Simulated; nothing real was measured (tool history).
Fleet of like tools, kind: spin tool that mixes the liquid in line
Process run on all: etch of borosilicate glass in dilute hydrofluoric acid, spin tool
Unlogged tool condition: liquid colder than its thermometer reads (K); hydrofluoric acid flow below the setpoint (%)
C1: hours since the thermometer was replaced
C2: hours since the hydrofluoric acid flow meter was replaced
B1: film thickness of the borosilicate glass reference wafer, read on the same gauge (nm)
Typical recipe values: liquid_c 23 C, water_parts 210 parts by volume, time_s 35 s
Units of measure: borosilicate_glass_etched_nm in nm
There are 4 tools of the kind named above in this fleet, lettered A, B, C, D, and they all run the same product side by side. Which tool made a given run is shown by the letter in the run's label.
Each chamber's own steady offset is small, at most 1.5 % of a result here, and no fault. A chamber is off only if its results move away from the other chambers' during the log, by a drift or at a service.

Run 1D, hour 12.8: usual settings; C1 628.8; C2 396.7; B1 90.017. Result: borosilicate_glass_etched_nm 4.9336 nm.
Run 2B, hour 21.2: usual settings; C1 299.9; C2 736.4; B1 90.016. Result: borosilicate_glass_etched_nm 5.0555 nm.
Run 3C, hour 36.1: usual settings; C1 39.4; C2 224.2; B1 89.957. Result: borosilicate_glass_etched_nm 5.029 nm.
Run 4A, hour 51.3: usual settings; C1 1502.8; C2 1372.4; B1 89.999. Result: borosilicate_glass_etched_nm 4.8617 nm.
Run 5C, hour 63.9: usual settings; C1 67.2; C2 252; B1 90.012. Result: borosilicate_glass_etched_nm 4.9579 nm.
Run 6A, hour 73.3: usual settings; C1 1524.8; C2 1394.4; B1 89.971. Result: borosilicate_glass_etched_nm 4.9369 nm.
Run 7D, hour 84.6: usual settings; C1 700.6; C2 468.5; B1 90.015. Result: borosilicate_glass_etched_nm 4.9316 nm.
Run 8B, hour 93.6: usual settings; C1 372.3; C2 808.8; B1 90.016. Result: borosilicate_glass_etched_nm 4.9824 nm.
Run 9C, hour 106.9: usual settings; C1 110.2; C2 295; B1 90.009. Result: borosilicate_glass_etched_nm 4.9901 nm.
Run 10B, hour 117.3: usual settings; C1 396; C2 832.5; B1 90.024. Result: borosilicate_glass_etched_nm 4.955 nm.
Run 11D, hour 130.2: usual settings but liquid_c 25 C, time_s 50 s; C1 746.2; C2 514.1; B1 90. Result: borosilicate_glass_etched_nm 7.5534 nm.
Run 12A, hour 140.1: usual settings but liquid_c 25 C, time_s 50 s; C1 1591.6; C2 1461.2; B1 89.966. Result: borosilicate_glass_etched_nm 7.6173 nm.
Run 13A, hour 153: usual settings but liquid_c 25 C, time_s 50 s; C1 1604.5; C2 1474.1; B1 89.986. Result: borosilicate_glass_etched_nm 7.6355 nm.
Run 14D, hour 167.7: usual settings but liquid_c 25 C, time_s 50 s; C1 783.7; C2 551.6; B1 90.02. Result: borosilicate_glass_etched_nm 7.5628 nm.
Run 15C, hour 177.2: usual settings; C1 180.5; C2 365.3; B1 89.974. Result: borosilicate_glass_etched_nm 4.9844 nm.
Run 16B, hour 190.1: usual settings; C1 468.8; C2 905.3; B1 90.022. Result: borosilicate_glass_etched_nm 5.0011 nm.
Run 17D, hour 198.5: usual settings; C1 814.5; C2 582.4; B1 90.016. Result: borosilicate_glass_etched_nm 5.0086 nm.
Run 18B, hour 205.6: usual settings; C1 484.3; C2 920.8; B1 89.998. Result: borosilicate_glass_etched_nm 5.0374 nm.
At hour 212.3: chamber B: hydrofluoric acid flow meter replaced.
Run 19A, hour 217.8: usual settings; C1 1669.3; C2 1538.9; B1 90.021. Result: borosilicate_glass_etched_nm 4.9546 nm.
Run 20C, hour 231.4: usual settings but liquid_c 19 C, water_parts 270 parts by volume; C1 234.7; C2 419.5; B1 90.048. Result: borosilicate_glass_etched_nm 3.1387 nm.
Run 21D, hour 242.4: usual settings but liquid_c 19 C, water_parts 270 parts by volume; C1 858.4; C2 626.3; B1 90.032. Result: borosilicate_glass_etched_nm 3.1468 nm.
Run 22B, hour 251.4: usual settings but liquid_c 19 C, water_parts 270 parts by volume; C1 530.1; C2 39.2; B1 90.008. Result: borosilicate_glass_etched_nm 3.1875 nm.
Run 23C, hour 260.1: usual settings but liquid_c 19 C, water_parts 270 parts by volume; C1 263.4; C2 448.2; B1 90.006. Result: borosilicate_glass_etched_nm 3.1135 nm.
Run 24A, hour 272.7: usual settings; C1 1724.2; C2 1593.8; B1 90.005. Result: borosilicate_glass_etched_nm 4.9514 nm.
Run 25D, hour 283.4: usual settings; C1 899.4; C2 667.3; B1 89.989. Result: borosilicate_glass_etched_nm 4.9206 nm.
Run 26A, hour 296.6: usual settings but liquid_c 26 C, time_s 15 s; C1 1748.1; C2 1617.7; B1 89.985. Result: borosilicate_glass_etched_nm 2.3537 nm.
Run 27C, hour 305.4: usual settings but liquid_c 26 C, time_s 15 s; C1 308.7; C2 493.5; B1 89.979. Result: borosilicate_glass_etched_nm 2.3526 nm.
Run 28B, hour 313: usual settings but liquid_c 26 C, time_s 15 s; C1 591.7; C2 100.8; B1 89.988. Result: borosilicate_glass_etched_nm 2.3971 nm.
Run 29D, hour 328.1: usual settings but liquid_c 26 C, time_s 15 s; C1 944.1; C2 712; B1 90.01. Result: borosilicate_glass_etched_nm 2.3539 nm.
Run 30A, hour 341.3: usual settings; C1 1792.8; C2 1662.4; B1 89.979. Result: borosilicate_glass_etched_nm 4.8942 nm.
Run 31B, hour 356.4: usual settings; C1 635.1; C2 144.2; B1 89.995. Result: borosilicate_glass_etched_nm 5.0115 nm.
Run 32C, hour 366: usual settings; C1 369.3; C2 554.1; B1 90.044. Result: borosilicate_glass_etched_nm 4.95 nm.
Run 33B, hour 378.9: usual settings but water_parts 170 parts by volume, time_s 50 s; C1 657.6; C2 166.7; B1 89.959. Result: borosilicate_glass_etched_nm 9.1568 nm.
Run 34A, hour 387.5: usual settings but water_parts 170 parts by volume, time_s 50 s; C1 1839; C2 1708.6; B1 90.04. Result: borosilicate_glass_etched_nm 9.1268 nm.
Run 35D, hour 395.6: usual settings but water_parts 170 parts by volume, time_s 50 s; C1 1011.6; C2 779.5; B1 90.01. Result: borosilicate_glass_etched_nm 9.1094 nm.
Run 36C, hour 406.6: usual settings but water_parts 170 parts by volume, time_s 50 s; C1 409.9; C2 594.7; B1 89.973. Result: borosilicate_glass_etched_nm 9.2082 nm.
Run 37C, hour 415.5: usual settings; C1 418.8; C2 603.6; B1 89.999. Result: borosilicate_glass_etched_nm 4.9687 nm.
Run 38B, hour 422.1: usual settings but water_parts 170 parts by volume; C1 700.8; C2 209.9; B1 89.947. Result: borosilicate_glass_etched_nm 6.4983 nm.
Run 39A, hour 434.8: usual settings but water_parts 170 parts by volume; C1 1886.3; C2 1755.9; B1 90.008. Result: borosilicate_glass_etched_nm 6.327 nm.
Run 40D, hour 445.7: usual settings but water_parts 170 parts by volume; C1 1061.7; C2 829.6; B1 90. Result: borosilicate_glass_etched_nm 6.3892 nm.
Run 41A, hour 453.1: usual settings but water_parts 170 parts by volume; C1 1904.6; C2 1774.2; B1 90.011. Result: borosilicate_glass_etched_nm 6.2911 nm.

Read the log: is a single chamber off, either drifting away or since a service, is the gauge that measures every chamber drifting, or is nothing wrong beyond small per-chamber offsets? Name any odd chamber and what most likely caused it.

The fleet is healthy, with each chamber sitting at its usual small offset and no drift in the gauge.

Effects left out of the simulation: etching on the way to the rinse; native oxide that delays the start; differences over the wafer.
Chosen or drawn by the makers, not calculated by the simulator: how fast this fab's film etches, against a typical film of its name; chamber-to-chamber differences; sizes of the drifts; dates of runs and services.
